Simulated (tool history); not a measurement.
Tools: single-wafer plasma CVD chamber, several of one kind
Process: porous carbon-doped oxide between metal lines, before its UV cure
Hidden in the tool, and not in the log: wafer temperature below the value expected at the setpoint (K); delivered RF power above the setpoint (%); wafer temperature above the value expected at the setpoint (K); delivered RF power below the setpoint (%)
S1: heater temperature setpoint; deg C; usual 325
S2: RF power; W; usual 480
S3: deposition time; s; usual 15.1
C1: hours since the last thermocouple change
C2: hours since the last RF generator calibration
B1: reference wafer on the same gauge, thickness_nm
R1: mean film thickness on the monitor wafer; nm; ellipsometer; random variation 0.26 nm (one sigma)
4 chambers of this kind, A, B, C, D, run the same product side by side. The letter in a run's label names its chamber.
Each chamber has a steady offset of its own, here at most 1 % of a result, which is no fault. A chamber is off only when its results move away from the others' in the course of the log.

| run | hour | S1 | S2 | S3 | C1 | C2 | B1 | R1 |
|---|---|---|---|---|---|---|---|---|
| 1C | 4.7 | 325 | 480 | 15.1 | 769.9 | 1677.4 | 65.223 | 70.923 |
| 2D | 8.0 | 325 | 480 | 15.1 | 1804.3 | 2352.0 | 65.241 | 71.104 |
| 3B | 13.2 | 325 | 480 | 15.1 | 1157.0 | 403.6 | 65.166 | 71.126 |
| 4A | 17.2 | 325 | 480 | 15.1 | 75.2 | 155.1 | 65.219 | 71.294 |
| 5B | 20.7 | 325 | 480 | 15.1 | 1164.5 | 411.1 | 65.158 | 70.784 |
| 6C | 23.2 | 313 | 480 | 15.1 | 788.4 | 1695.9 | 65.217 | 75.092 |
| 7A | 28.6 | 313 | 480 | 15.1 | 86.6 | 166.5 | 65.198 | 75.772 |
| 8D | 32.8 | 313 | 480 | 15.1 | 1829.1 | 2376.8 | 65.172 | 75.542 |
| 9A | 38.7 | 313 | 480 | 15.1 | 96.7 | 176.6 | 65.209 | 75.392 |
| 10B | 42.6 | 325 | 480 | 15.1 | 1186.4 | 433.0 | 65.168 | 70.927 |
| 11D | 46.7 | 325 | 480 | 15.1 | 1843.0 | 2390.7 | 65.181 | 70.989 |
| 12C | 51.0 | 325 | 480 | 15.1 | 816.2 | 1723.7 | 65.212 | 70.603 |
| 13B | 56.5 | 325 | 480 | 15.1 | 1200.3 | 446.9 | 65.152 | 70.616 |
| 14C | 60.4 | 325 | 410 | 15.1 | 825.6 | 1733.1 | 65.263 | 63.049 |
| 15D | 65.1 | 325 | 410 | 15.1 | 1861.4 | 2409.1 | 65.212 | 63.089 |
| 16A | 68.2 | 325 | 410 | 15.1 | 126.2 | 206.1 | 65.210 | 63.448 |
| 17A | 72.5 | 325 | 410 | 15.1 | 130.5 | 210.4 | 65.173 | 63.285 |
|  | 74.9 | chamber D: RF generator calibrated |
| 18D | 78.4 | 325 | 480 | 15.1 | 1874.7 | 3.5 | 65.268 | 71.382 |
| 19C | 83.7 | 325 | 480 | 15.1 | 848.9 | 1756.4 | 65.253 | 70.123 |
| 20B | 88.2 | 325 | 480 | 15.1 | 1232.0 | 478.6 | 65.160 | 69.856 |
| 21B | 94.0 | 325 | 480 | 15.1 | 1237.8 | 484.4 | 65.233 | 70.109 |
| 22A | 97.9 | 325 | 480 | 15.1 | 155.9 | 235.8 | 65.171 | 71.785 |
| 23C | 103.4 | 325 | 480 | 15.1 | 868.6 | 1776.1 | 65.211 | 70.628 |
| 24D | 106.7 | 325 | 480 | 15.1 | 1903.0 | 31.8 | 65.245 | 71.069 |
| 25B | 112.4 | 325 | 480 | 15.1 | 1256.2 | 502.8 | 65.217 | 69.506 |
| 26A | 116.9 | 325 | 480 | 15.1 | 174.9 | 254.8 | 65.205 | 71.358 |
| 27D | 122.6 | 325 | 480 | 15.1 | 1918.9 | 47.7 | 65.228 | 70.856 |
| 28C | 127.0 | 325 | 480 | 15.1 | 892.2 | 1799.7 | 65.199 | 70.424 |
| 29A | 131.7 | 325 | 445 | 15.1 | 189.7 | 269.6 | 65.256 | 67.646 |

What goes on in this fleet: one chamber off, a drifting gauge, or nothing beyond the chambers' own small offsets? Name the chamber and the cause, if any.

Chamber B drifts away from the others.
Cause: delivered RF power below the setpoint (%) = 3.59.
The log may not tell that from: wafer temperature above the value expected at the setpoint (K).

Here are 4 candidates for chamber B's next run, each the usual settings with a change, their results left as question marks. Which one brings its results back in line with what the others give on the usual settings?
In line means no further than this from the other chambers' mean on the usual settings: R1 0.910 nm
| 30B-1 | 136.0 | 326 | 470 | 14.6 |  |  |  | ? |
| 30B-2 | 136.0 | 324 | 490 | 15.6 |  |  |  | ? |
| 30B-3 | 136.0 | 326 | 480 | 14.7 |  |  |  | ? |
| 30B-4 | 136.0 | 325 | 480 | 15.5 |  |  |  | ? |

The other chambers' mean on the usual settings: R1 71.031 nm
| run | R1 |
|---|---|
| 30B-1 | 65.712 |
| 30B-2 | 72.739 |
| 30B-3 | 67.093 |
| 30B-4 | 70.956 |
30B-4 brings the chamber back in line.

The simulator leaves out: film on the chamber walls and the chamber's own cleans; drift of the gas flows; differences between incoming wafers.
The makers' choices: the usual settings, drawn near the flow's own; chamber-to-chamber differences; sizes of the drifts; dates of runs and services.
